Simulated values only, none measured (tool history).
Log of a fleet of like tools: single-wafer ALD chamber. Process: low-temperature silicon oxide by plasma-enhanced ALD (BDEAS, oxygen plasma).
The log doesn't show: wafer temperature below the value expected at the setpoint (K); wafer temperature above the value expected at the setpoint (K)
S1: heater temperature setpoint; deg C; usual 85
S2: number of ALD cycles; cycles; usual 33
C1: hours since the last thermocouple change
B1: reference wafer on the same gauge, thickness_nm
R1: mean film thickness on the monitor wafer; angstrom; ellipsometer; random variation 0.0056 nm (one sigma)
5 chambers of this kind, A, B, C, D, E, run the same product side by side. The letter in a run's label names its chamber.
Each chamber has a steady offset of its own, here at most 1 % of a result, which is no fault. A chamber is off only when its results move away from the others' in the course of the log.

run,hour,S1,S2,C1,B1,R1
1C,7.7,85,33,881.7,4.0104,49.253
2B,16.4,85,33,170.3,4.0107,49.871
3A,25.2,85,33,826.1,4.0119,49.900
4D,30.2,85,33,895.7,4.0117,49.234
5E,35.8,85,33,1075.4,4.0113,49.730
6E,41.1,85,33,1080.7,4.0133,49.792
7A,46.2,93,29,847.1,4.0146,42.729
8B,54.8,93,29,208.7,4.0130,42.543
9D,59.2,93,29,924.7,4.0159,42.114
10C,66.5,93,29,940.5,4.0144,42.191
11C,74.5,93,29,948.5,4.0149,42.121
12D,80.9,80,29,946.4,4.0167,44.128
13A,88.1,80,29,889.0,4.0165,44.670
14E,95.3,80,29,1134.9,4.0185,44.495
15B,104.4,80,29,258.3,4.0167,44.648
16B,110.4,80,29,264.3,4.0180,44.589
17A,118.3,85,33,919.2,4.0178,50.066
# hour 119.1: chamber E: thermocouple changed; heater temperature recalibrated
18E,123.6,85,26,4.5,4.0188,39.293
19D,130.9,85,26,996.4,4.0206,38.926
20C,136.3,85,26,1010.3,4.0197,38.925
21C,141.1,85,26,1015.1,4.0208,38.954
22D,149.2,85,26,1014.7,4.0207,38.918
23E,154.5,85,33,35.4,4.0217,49.871
24A,160.8,85,33,961.7,4.0225,50.139
25B,167.8,85,33,321.7,4.0232,49.892
26E,174.6,85,33,55.5,4.0220,49.837
27D,182.1,76,39,1047.6,4.0246,60.344
28A,188.5,76,39,989.4,4.0243,61.083
29B,195.0,76,39,348.9,4.0242,60.862
# hour 198.1: chamber C: thermocouple changed; heater temperature recalibrated
30C,201.1,76,39,3.0,4.0253,60.278
31D,206.3,76,39,1071.8,4.0260,60.369
32C,214.4,85,36,16.3,4.0259,54.061
33B,222.6,85,36,376.5,4.0266,54.532
34A,231.0,85,36,1031.9,4.0284,54.630
35E,238.4,85,36,119.3,4.0274,54.409

What goes on in this fleet: one chamber off, a drifting gauge, or nothing beyond the chambers' own small offsets? Name the chamber and the cause, if any.

The gauge drifts, so all chambers seem to drift together. No chamber is off.
Cause: gauge reads high (%) = 0.461.
